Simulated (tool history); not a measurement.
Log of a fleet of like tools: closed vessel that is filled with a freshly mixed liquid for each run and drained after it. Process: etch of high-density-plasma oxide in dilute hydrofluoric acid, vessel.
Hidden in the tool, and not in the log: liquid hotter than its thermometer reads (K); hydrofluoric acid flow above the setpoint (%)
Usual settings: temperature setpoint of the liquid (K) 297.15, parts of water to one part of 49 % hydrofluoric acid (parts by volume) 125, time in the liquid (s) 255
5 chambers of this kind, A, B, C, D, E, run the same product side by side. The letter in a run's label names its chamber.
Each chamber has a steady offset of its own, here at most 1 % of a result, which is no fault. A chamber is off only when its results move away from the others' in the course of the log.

run	day	temperature setpoint of the liquid (K)	parts of water to one part of 49 % hydrofluoric acid (parts by volume)	time in the liquid (s)	hours since the thermometer was replaced	hours since the hydrofluoric acid flow meter was replaced	read-back film thickness of the high-density-plasma oxide reference wafer, read on the same gauge (nm)	thickness taken off the high-density-plasma oxide on a monitor wafer (angstrom)
1A	0.192	297.15	125	255	463.3	355.6	150.00	100.280
2C	0.383	297.15	125	255	467.9	207.4	149.97	101.270
3B	0.654	297.15	125	255	780.5	43.1	150.02	101.600
4D	0.879	297.15	125	255	1588.8	1137.5	149.98	100.280
5E	1.008	297.15	125	255	1345.8	365.6	149.99	100.130
6D	1.208	297.15	125	255	1596.7	1145.4	149.98	100.610
7B	1.379	297.15	125	255	797.9	60.5	149.99	101.390
8C	1.633	297.15	125	255	497.9	237.4	149.99	100.730
9E	1.758	297.15	125	255	1363.8	383.6	150.01	100.220
10A	1.967	299.15	145	255	505.9	398.2	150.03	91.432
11E	2.154	299.15	145	255	1373.3	393.1	149.99	91.335
12A	2.408	299.15	145	255	516.5	408.8	150.02	90.446
13C	2.579	299.15	145	255	520.6	260.1	150.01	91.109
14B	2.850	299.15	145	255	833.2	95.8	150.00	92.057
15D	2.971	297.15	125	255	1639.0	1187.7	150.01	100.640
16E	3.204	297.15	125	255	1398.5	418.3	149.98	101.200
17A	3.383	297.15	125	255	539.9	432.2	150.01	100.230
18D	3.617	297.15	125	255	1654.5	1203.2	150.01	100.720
19B	3.867	297.15	125	255	857.6	120.2	149.99	101.710
20C	4.092	297.15	155	255	556.9	296.4	150.02	78.721
21B	4.333	297.15	155	255	868.8	131.4	150.00	79.518
22A	4.583	297.15	155	255	568.7	461.0	150.01	77.847
23E	4.854	297.15	155	255	1438.1	457.9	150.02	79.361
24D	5.033	297.15	155	255	1688.5	1237.2	149.99	77.747
25C	5.196	293.15	125	255	583.4	322.9	150.01	86.124
26C	5.346	293.15	125	255	587.0	326.5	150.00	85.915
27D	5.550	293.15	125	255	1700.9	1249.6	150.00	86.159
28E	5.796	293.15	125	255	1460.7	480.5	150.01	87.723
29B	6.017	293.15	125	255	909.2	171.8	150.01	86.179
30A	6.196	297.15	125	255	607.4	499.7	149.99	100.180
31D	6.392	297.15	125	255	1721.1	1269.8	150.00	100.140

Next, every chamber runs the same settings. What will each give?
32A	6.588	297.15	125	255				?
32B	6.588	297.15	125	255				?
32C	6.588	297.15	125	255				?
32D	6.588	297.15	125	255				?
32E	6.588	297.15	125	255				?

run	thickness taken off the high-density-plasma oxide on a monitor wafer (angstrom)
32A	100.090
32B	101.440
32C	100.620
32D	100.970
32E	102.560
